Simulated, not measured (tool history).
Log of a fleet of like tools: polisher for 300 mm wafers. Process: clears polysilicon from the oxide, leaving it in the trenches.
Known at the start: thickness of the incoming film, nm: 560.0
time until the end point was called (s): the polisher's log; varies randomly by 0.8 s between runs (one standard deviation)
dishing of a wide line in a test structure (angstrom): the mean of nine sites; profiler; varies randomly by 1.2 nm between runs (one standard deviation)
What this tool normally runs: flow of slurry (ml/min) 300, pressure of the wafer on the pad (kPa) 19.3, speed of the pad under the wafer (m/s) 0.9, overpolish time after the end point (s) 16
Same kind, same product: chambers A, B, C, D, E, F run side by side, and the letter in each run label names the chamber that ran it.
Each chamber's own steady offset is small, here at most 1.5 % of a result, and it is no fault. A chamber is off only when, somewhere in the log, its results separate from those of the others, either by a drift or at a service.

run	hour	flow of slurry (ml/min)	pressure of the wafer on the pad (kPa)	speed of the pad under the wafer (m/s)	overpolish time after the end point (s)	wafers polished on this pad	hours since the slurry nozzle was cleaned	hours since the head pressure was calibrated	time until the end point was called (s)	dishing of a wide line in a test structure (angstrom)
# hour 2.1: chamber A: slurry nozzle cleaned
# hour 2.9: chamber A: head pressure recalibrated
1C	4.3	300	19.3	0.9	16	700	65.9	743	48.625	730.34
2B	10.5	300	19.3	0.9	16	795	471.6	667.3	48.21	736.93
3A	16.1	300	19.3	0.9	16	703	14.1	13.2	49.339	718.28
4E	23.2	300	19.3	0.9	16	843	160	769	47.873	717.11
5D	27.1	200	19.3	0.9	16	359	321.9	292.6	52.255	701.86
# hour 30.9: chamber E: worn pad replaced by a new one
6F	34.2	200	19.3	0.9	16	320	81.6	311.9	51.819	683.06
7D	41.7	200	19.3	0.9	16	453	336.5	307.2	52.34	705.89
# hour 43.3: chamber A: worn pad replaced by a new one
8F	48.2	200	19.3	0.9	16	410	95.6	325.9	51.224	677.94
# hour 50.7: chamber B: worn pad replaced by a new one
9A	54.4	200	19.3	0.9	16	72	52.4	51.5	52.364	705.09
10B	60.6	200	19.3	0.9	16	64	521.7	717.4	50.778	712.77
11E	65.2	300	19.3	0.9	16	221	202	811	46.913	721.51
12C	70	300	19.3	0.9	16	1124	131.6	808.7	50.555	699.61
13D	74.9	300	19.3	0.9	16	668	369.7	340.4	48.594	693.52
14E	82.5	300	19.3	0.9	16	333	219.3	828.3	48.409	699.13
15B	87.9	300	19.3	0.9	16	240	549	744.7	48.292	713.57
16F	93.5	300	19.3	0.9	16	703	140.9	371.2	47.506	683.72
# hour 98.2: chamber C: worn pad replaced by a new one
17A	99.8	300	22.1	0.9	16	365	97.8	96.9	42.503	737.28
18C	106.8	300	22.1	0.9	16	55	168.4	845.5	42.044	749.6
19C	111.5	300	22.1	0.9	16	86	173.1	850.2	42.461	749.09
20A	116	300	22.1	0.9	16	470	114	113.1	42.325	728.5
21F	120.6	300	22.1	0.9	16	878	168	398.3	42.888	731.9
22B	124.2	300	22.1	0.9	16	475	585.3	781	44.064	743.96
# hour 127.2: chamber D: worn pad replaced by a new one
23E	131.3	300	19.3	0.9	16	648	268.1	877.1	47.33	720.87
# hour 134.4: chamber D: slurry nozzle cleaned
24D	135.6	300	19.3	0.9	16	54	1.2	401.1	49.595	698.01
25C	140.9	300	19.3	0.9	23	276	202.5	879.6	48.191	758.39
26F	145.7	300	19.3	0.9	23	1040	193.1	423.4	48.419	740.28
# hour 150: chamber B: slurry nozzle cleaned
27B	151.1	300	19.3	0.9	23	649	1.1	807.9	50.175	759.61
28A	155.5	300	19.3	0.9	23	725	153.5	152.6	49.273	747.68
29E	160.6	300	19.3	0.9	23	838	297.4	906.4	47.193	757.24
30D	164.4	300	19.3	0.9	23	240	30	429.9	49.596	741.39
31A	167.9	300	19.3	0.9	16	805	165.9	165	49.091	696.9
32C	174.2	300	19.3	0.9	16	491	235.8	912.9	49.975	712.12
# hour 175.2: chamber E: worn pad replaced by a new one
33E	181.5	300	19.3	0.9	16	41	318.3	927.3	48.06	711.18
# hour 181.7: chamber A: worn pad replaced by a new one
34D	185.1	300	19.3	0.9	16	374	50.7	450.6	48.263	716.24
35B	191.3	300	19.3	0.9	16	909	41.3	848.1	49.833	714.61
36F	198.9	300	19.3	0.9	16	1384	246.3	476.6	49.564	684.04
37E	202.4	300	19.3	0.9	16	176	339.2	948.2	48.516	702.39
# hour 204.6: chamber B: worn pad replaced by a new one
38A	205.8	300	19.3	0.9	16	156	203.8	202.9	48.765	686.54
39B	213.2	300	19.3	0.9	16	55	63.2	870	49.231	708.61
40F	219.2	300	19.3	0.9	16	1515	266.6	496.9	50.485	708.9
41C	224.7	300	19.3	0.9	16	817	286.3	963.4	47.004	690.58
42D	229.1	300	19.3	0.9	16	658	94.7	494.6	48.073	705.89
43A	235.5	300	19.3	0.9	16	348	233.5	232.6	48.974	686.4

Next, all 6 chambers run the settings below, one line each with question marks for the results. What does each chamber give?
44A	241	210	19.3	0.9	16				?	?
44B	241	210	19.3	0.9	16				?	?
44C	241	210	19.3	0.9	16				?	?
44D	241	210	19.3	0.9	16				?	?
44E	241	210	19.3	0.9	16				?	?
44F	241	210	19.3	0.9	16				?	?

run	time until the end point was called (s)	dishing of a wide line in a test structure (angstrom)
44A	51.011	699.3
44B	51.663	710.95
44C	50.205	698.14
44D	52.51	702.46
44E	49.087	693.21
44F	51.011	690.24

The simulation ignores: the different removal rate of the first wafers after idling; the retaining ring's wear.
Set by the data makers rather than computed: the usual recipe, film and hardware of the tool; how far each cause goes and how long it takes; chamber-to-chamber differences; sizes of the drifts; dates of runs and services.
